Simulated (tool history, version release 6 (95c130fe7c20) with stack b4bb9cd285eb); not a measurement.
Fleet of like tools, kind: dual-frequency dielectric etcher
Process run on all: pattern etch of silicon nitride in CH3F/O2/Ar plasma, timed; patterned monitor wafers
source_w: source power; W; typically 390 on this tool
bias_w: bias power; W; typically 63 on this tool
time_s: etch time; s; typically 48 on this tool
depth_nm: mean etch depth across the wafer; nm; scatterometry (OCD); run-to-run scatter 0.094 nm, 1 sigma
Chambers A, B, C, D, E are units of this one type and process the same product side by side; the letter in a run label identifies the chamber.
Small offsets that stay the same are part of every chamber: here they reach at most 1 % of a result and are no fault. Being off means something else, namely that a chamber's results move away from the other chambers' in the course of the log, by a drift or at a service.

| run | day | source_w | bias_w | time_s | read-back reference wafer on the same gauge, depth_nm | depth_nm |
|---|---|---|---|---|---|---|
| 1A | 0.217 | 390 | 63 | 48 | 28.495 | 31.882 |
| 2B | 0.467 | 390 | 63 | 48 | 28.49 | 31.624 |
| 3E | 0.692 | 390 | 63 | 48 | 28.499 | 32.146 |
|  | 0.696 | chamber E: wet clean of the chamber |
| 4D | 0.85 | 390 | 63 | 48 | 28.474 | 31.734 |
| 5C | 1.083 | 390 | 63 | 48 | 28.499 | 31.641 |
| 6B | 1.192 | 390 | 63 | 48 | 28.476 | 31.625 |
| 7E | 1.429 | 390 | 63 | 48 | 28.516 | 32.145 |
|  | 1.433 | chamber D: wet clean of the chamber |
| 8A | 1.679 | 390 | 63 | 48 | 28.52 | 31.926 |
| 9D | 1.85 | 390 | 63 | 48 | 28.508 | 31.674 |
| 10C | 2.017 | 390 | 63 | 48 | 28.489 | 31.797 |
| 11B | 2.221 | 390 | 63 | 48 | 28.499 | 31.827 |
| 12A | 2.471 | 390 | 63 | 48 | 28.479 | 32.082 |
| 13C | 2.667 | 310 | 58 | 48 | 28.499 | 28.352 |
| 14D | 2.892 | 310 | 58 | 48 | 28.506 | 28.393 |
| 15E | 3.125 | 310 | 58 | 48 | 28.485 | 28.602 |
|  | 3.188 | chamber A: source power generator calibrated |
| 16B | 3.304 | 310 | 58 | 48 | 28.523 | 28.205 |
| 17C | 3.538 | 310 | 58 | 48 | 28.484 | 28.244 |
| 18A | 3.712 | 390 | 63 | 48 | 28.49 | 31.814 |
| 19D | 3.962 | 390 | 63 | 48 | 28.498 | 31.781 |
| 20E | 4.183 | 320 | 63 | 61.5 | 28.491 | 38.236 |
| 21C | 4.438 | 320 | 63 | 61.5 | 28.488 | 37.471 |
| 22E | 4.638 | 320 | 63 | 61.5 | 28.498 | 38.251 |
| 23B | 4.767 | 320 | 63 | 61.5 | 28.497 | 37.612 |
| 24D | 4.879 | 320 | 63 | 61.5 | 28.496 | 37.691 |
| 25A | 5.071 | 390 | 63 | 48 | 28.496 | 31.94 |
| 26E | 5.292 | 390 | 63 | 48 | 28.504 | 32.071 |
| 27B | 5.421 | 390 | 70 | 48 | 28.504 | 32.901 |
| 28D | 5.579 | 390 | 70 | 48 | 28.518 | 32.74 |
|  | 5.683 | chamber C: source power generator calibrated |
| 29C | 5.792 | 390 | 70 | 48 | 28.499 | 32.986 |
| 30A | 5.962 | 390 | 70 | 48 | 28.524 | 33.022 |
| 31D | 6.1 | 390 | 70 | 48 | 28.489 | 32.825 |
| 32C | 6.304 | 480 | 63 | 38.5 | 28.486 | 27.543 |
| 33A | 6.512 | 480 | 63 | 38.5 | 28.519 | 27.583 |

Each of the 5 chambers runs these same settings next. Fill in every chamber's results:
| 34A | 6.696 | 390 | 57 | 48 |  | ? |
| 34B | 6.696 | 390 | 57 | 48 |  | ? |
| 34C | 6.696 | 390 | 57 | 48 |  | ? |
| 34D | 6.696 | 390 | 57 | 48 |  | ? |
| 34E | 6.696 | 390 | 57 | 48 |  | ? |

| run | depth_nm |
|---|---|
| 34A | 30.661 |
| 34B | 30.586 |
| 34C | 30.872 |
| 34D | 30.652 |
| 34E | 30.81 |
